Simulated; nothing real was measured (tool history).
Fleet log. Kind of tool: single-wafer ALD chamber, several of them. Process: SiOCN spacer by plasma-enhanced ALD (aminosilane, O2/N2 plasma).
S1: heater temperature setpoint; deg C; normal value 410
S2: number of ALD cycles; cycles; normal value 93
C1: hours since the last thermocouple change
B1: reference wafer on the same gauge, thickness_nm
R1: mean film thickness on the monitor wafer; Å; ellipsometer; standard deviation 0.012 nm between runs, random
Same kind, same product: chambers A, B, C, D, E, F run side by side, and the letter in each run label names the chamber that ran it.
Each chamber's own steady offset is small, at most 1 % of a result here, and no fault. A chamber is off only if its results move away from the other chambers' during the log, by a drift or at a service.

run 1C day=0.438 | S1=410 S2=93 | C1=1357.2 | B1=5.7789 | R1=54.479
run 2B day=0.962 | S1=410 S2=93 | C1=299.8 | B1=5.7776 | R1=54.258
run 3D day=1.479 | S1=410 S2=93 | C1=232.6 | B1=5.7825 | R1=54.255
run 4E day=1.833 | S1=410 S2=93 | C1=791.8 | B1=5.7814 | R1=54.42
run 5F day=2.312 | S1=410 S2=93 | C1=1493.6 | B1=5.7794 | R1=54.691
run 6A day=2.65 | S1=410 S2=93 | C1=1581.5 | B1=5.7788 | R1=54.157
run 7F day=3.05 | S1=410 S2=93 | C1=1511.3 | B1=5.7813 | R1=55.059
run 8B day=3.4 | S1=410 S2=93 | C1=358.3 | B1=5.7808 | R1=54.466
run 9D day=4 | S1=410 S2=93 | C1=293.1 | B1=5.7797 | R1=54.499
run 10C day=4.475 | S1=410 S2=93 | C1=1454.1 | B1=5.7784 | R1=54.523
run 11A day=4.908 | S1=410 S2=93 | C1=1635.7 | B1=5.7807 | R1=54.262
run 12E day=5.25 | S1=410 S2=93 | C1=873.8 | B1=5.7797 | R1=54.164
run 13C day=5.817 | S1=410 S2=93 | C1=1486.3 | B1=5.7812 | R1=54.344
run 14E day=6.238 | S1=410 S2=93 | C1=897.5 | B1=5.7824 | R1=54.259
run 15A day=6.567 | S1=410 S2=93 | C1=1675.5 | B1=5.7819 | R1=54.07
run 16F day=7.071 | S1=410 S2=93 | C1=1607.8 | B1=5.7767 | R1=54.76
run 17D day=7.412 | S1=410 S2=108 | C1=375 | B1=5.7823 | R1=63.069
run 18B day=7.879 | S1=410 S2=108 | C1=465.8 | B1=5.7811 | R1=63.322
run 19C day=8.3 | S1=410 S2=108 | C1=1545.9 | B1=5.7833 | R1=62.827
run 20B day=8.775 | S1=410 S2=108 | C1=487.3 | B1=5.7829 | R1=63.219
run 21A day=9.204 | S1=410 S2=108 | C1=1738.8 | B1=5.7792 | R1=63.019
run 22F day=9.592 | S1=410 S2=108 | C1=1668.3 | B1=5.7812 | R1=63.7
run 23D day=9.992 | S1=410 S2=93 | C1=436.9 | B1=5.7816 | R1=54.383
run 24E day=10.571 | S1=410 S2=93 | C1=1001.5 | B1=5.7794 | R1=54.333
run 25B day=11.104 | S1=410 S2=93 | C1=543.2 | B1=5.7793 | R1=54.424
run 26E day=11.579 | S1=410 S2=93 | C1=1025.7 | B1=5.7798 | R1=54.357
run 27A day=12.092 | S1=410 S2=93 | C1=1808.1 | B1=5.7813 | R1=54.22
run 28C day=12.621 | S1=423 S2=87 | C1=1649.6 | B1=5.7813 | R1=48.211
run 29D day=12.988 | S1=423 S2=87 | C1=508.8 | B1=5.7807 | R1=48.672
run 30F day=13.371 | S1=423 S2=87 | C1=1759 | B1=5.7757 | R1=49.263
run 31B day=13.9 | S1=423 S2=87 | C1=610.3 | B1=5.7823 | R1=48.872
-- day=13.917 chamber F: thermocouple changed; heater temperature recalibrated
run 32F day=14.171 | S1=423 S2=87 | C1=6.1 | B1=5.7763 | R1=49.263
run 33E day=14.579 | S1=423 S2=87 | C1=1097.7 | B1=5.7762 | R1=48.83
run 34A day=14.871 | S1=410 S2=93 | C1=1874.8 | B1=5.783 | R1=54.267
run 35C day=15.396 | S1=410 S2=93 | C1=1716.2 | B1=5.779 | R1=53.65
run 36D day=15.867 | S1=410 S2=93 | C1=577.9 | B1=5.7793 | R1=54.319

Read the log: is a single chamber off, either drifting away or since a service, is the gauge that measures every chamber drifting, or is nothing wrong beyond small per-chamber offsets? Name any odd chamber and what most likely caused it.

It is chamber C that slowly wanders off from its peers.
Likeliest cause: wafer temperature above the value expected at the setpoint (K) = 5.63.

Chamber C could run next with any of the 4 candidate recipes listed below; each alters the usual settings, and their results appear as question marks. Which one brings its results back in line with what the other chambers deliver on the usual settings?
In-line tolerance around the mean of the other chambers on the usual settings: R1 0.44 Å
run 37C-1 day=16.308 | S1=411 S2=93 | R1=?
run 37C-2 day=16.308 | S1=409 S2=93 | R1=?
run 37C-3 day=16.308 | S1=410 S2=95 | R1=?
run 37C-4 day=16.308 | S1=416 S2=93 | R1=?

The mean the other chambers reach with the usual settings: R1 54.432 Å
run=37C-1 R1=53.292
run=37C-2 R1=53.627
run=37C-3 R1=54.609
run=37C-4 R1=52.452
37C-3 brings the chamber back in line.

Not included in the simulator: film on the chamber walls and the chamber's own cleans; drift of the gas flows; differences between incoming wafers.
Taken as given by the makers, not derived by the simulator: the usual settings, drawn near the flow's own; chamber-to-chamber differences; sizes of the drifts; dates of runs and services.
